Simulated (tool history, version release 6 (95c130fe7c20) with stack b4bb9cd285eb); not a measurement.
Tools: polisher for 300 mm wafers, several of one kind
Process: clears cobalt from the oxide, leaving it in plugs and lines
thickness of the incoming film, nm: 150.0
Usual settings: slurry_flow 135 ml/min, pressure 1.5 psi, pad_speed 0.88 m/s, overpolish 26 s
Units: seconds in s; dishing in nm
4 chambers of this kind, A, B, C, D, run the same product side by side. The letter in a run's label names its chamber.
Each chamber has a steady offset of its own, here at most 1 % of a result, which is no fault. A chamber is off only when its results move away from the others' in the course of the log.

run     day  slurry_flow  pressure  pad_speed  overpolish  wafers polished on this pad  hours since the slurry nozzle was cleaned  hours since the head pressure was calibrated  seconds  dishing
 1C   0.467          135       1.5       0.88          26                          136                                       99.6                                         841.0   37.428   48.627
 2A   0.762          135       1.5       0.88          26                          449                                       86.8                                         157.9   37.596   49.526
 3B   1.146          135       1.5       0.88          26                         1007                                      691.7                                         165.3   39.035   49.601
 4D   1.608          135       1.5       0.88          26                          406                                      148.6                                         208.6   37.751   48.890
 5B   1.817          135       1.5       0.88          26                         1175                                      707.8                                         181.4   37.677   48.800
      2.062  -- chamber A: worn pad replaced by a new one
 6C   2.096          135       1.5       0.88          26                          546                                      138.7                                         880.1   37.642   49.697
      2.258  -- chamber C: worn pad replaced by a new one
      2.400  -- chamber B: worn pad replaced by a new one
 7A   2.421          135       1.5       0.88          26                           90                                      126.6                                         197.7   36.899   47.843
      2.671  -- chamber D: worn pad replaced by a new one
 8D   2.717          135       1.5       0.88          26                           12                                      175.2                                         235.2   37.127   49.764
 9C   3.046          135       1.5       0.88          26                          198                                      161.5                                         902.9   36.908   48.222
      3.062  -- chamber B: slurry nozzle cleaned
10D   3.262          135       1.5       0.88          26                          149                                      188.3                                         248.3   37.296   49.862
11A   3.529          135       1.5       0.88          26                          368                                      153.2                                         224.3   37.668   49.475
12B   3.946          135       1.5       0.88          26                          389                                       21.3                                         232.5   37.916   48.944
13D   4.150          135       1.5       0.88          26                          373                                      209.6                                         269.6   39.190   49.066
14A   4.475          135       1.5       0.88          26                          606                                      175.9                                         247.0   37.572   49.782
      4.633  -- chamber A: worn pad replaced by a new one
15C   4.796          135       1.5       0.88          26                          638                                      203.5                                         944.9   37.217   49.085
      5.062  -- chamber C: worn pad replaced by a new one
16B   5.229          135       1.5       0.88          26                          712                                       52.1                                         263.3   38.639   50.210
      5.567  -- chamber D: worn pad replaced by a new one
17D   5.654          135       1.5       0.88          26                           22                                      245.7                                         305.7   38.209   49.193
18C   6.038          135       1.5       0.88          26                          246                                      233.3                                         974.7   37.324   48.657
19B   6.438          135       1.5       0.88          26                         1016                                       81.1                                         292.3   39.429   49.227
20A   6.708          135       1.5       0.88          26                          522                                      229.5                                         300.6   37.866   49.708
21A   7.000          135       1.5       0.88          26                          595                                      236.5                                         307.6   38.304   49.824
      7.038  -- chamber A: slurry nozzle cleaned
      7.108  -- chamber A: worn pad replaced by a new one
      7.221  -- chamber D: slurry nozzle cleaned
22B   7.221          135       1.5       0.88          26                         1213                                       99.9                                         311.1   36.164   50.358
23D   7.679          170       1.5       1.10          26                          531                                       11.1                                         354.3   28.956   53.012
      7.700  -- chamber B: worn pad replaced by a new one
      7.892  -- chamber C: worn pad replaced by a new one
      8.067  -- chamber D: worn pad replaced by a new one
24C   8.079          170       1.5       1.10          26                           47                                      282.3                                        1023.7   29.399   52.962
25B   8.542          170       1.5       1.10          26                          212                                      131.6                                         342.8   29.578   54.007
26D   8.954          170       1.5       1.10          26                          223                                       41.7                                         384.9   28.616   54.557
27C   9.208          135       1.5       1.06          26                          331                                      309.4                                        1050.8   31.235   51.466
28A   9.450          135       1.5       1.06          26                          589                                       58.0                                         366.4   31.020   52.979
29D   9.788          135       1.5       1.06          26                          433                                       61.7                                         404.9   30.062   52.955
      9.879  -- chamber A: worn pad replaced by a new one
30A  10.171          135       1.5       1.06          26                           73                                       75.3                                         383.7   30.929   51.912
     10.221  -- chamber C: worn pad replaced by a new one
31B  10.521          135       1.5       0.88          26                          710                                      179.1                                         390.3   39.170   49.690
32C  10.800          135       1.5       0.88          26                          146                                      347.6                                        1089.0   39.224   48.709
     11.000  -- chamber D: worn pad replaced by a new one
33A  11.129          135       1.5       0.88          26                          314                                       98.3                                         406.7   39.075   48.299
34B  11.550          135       1.5       0.88          26                          969                                      203.8                                         415.0   37.778   49.737
     11.833  -- chamber B: worn pad replaced by a new one
35D  11.867          135       1.5       0.88          26                          218                                      111.6                                         454.8   37.960   50.089
36C  12.138          135       1.5       0.88          26                          482                                      379.7                                        1121.1   37.826   48.117
37C  12.396          135       1.5       0.88          26                          547                                      385.9                                        1127.3   36.401   48.631
     12.408  -- chamber A: worn pad replaced by a new one
38D  12.725          135       1.5       0.88          26                          434                                      132.2                                         475.4   38.357   50.247
39A  12.967          135       1.7       0.60          26                          141                                      142.4                                         450.8   48.677   44.097
     13.208  -- chamber B: head pressure recalibrated
40B  13.350          135       1.7       0.60          26                          381                                      247.0                                           3.4   49.621   43.981

Next, every chamber runs the same settings. What will each give?
41A  13.683          135       1.5       0.88          11                                                                                                                              ?        ?
41B  13.683          135       1.5       0.88          11                                                                                                                              ?        ?
41C  13.683          135       1.5       0.88          11                                                                                                                              ?        ?
41D  13.683          135       1.5       0.88          11                                                                                                                              ?        ?

run  seconds  dishing
41A   38.305   30.398
41B   38.660   31.215
41C   38.108   30.234
41D   38.758   31.769
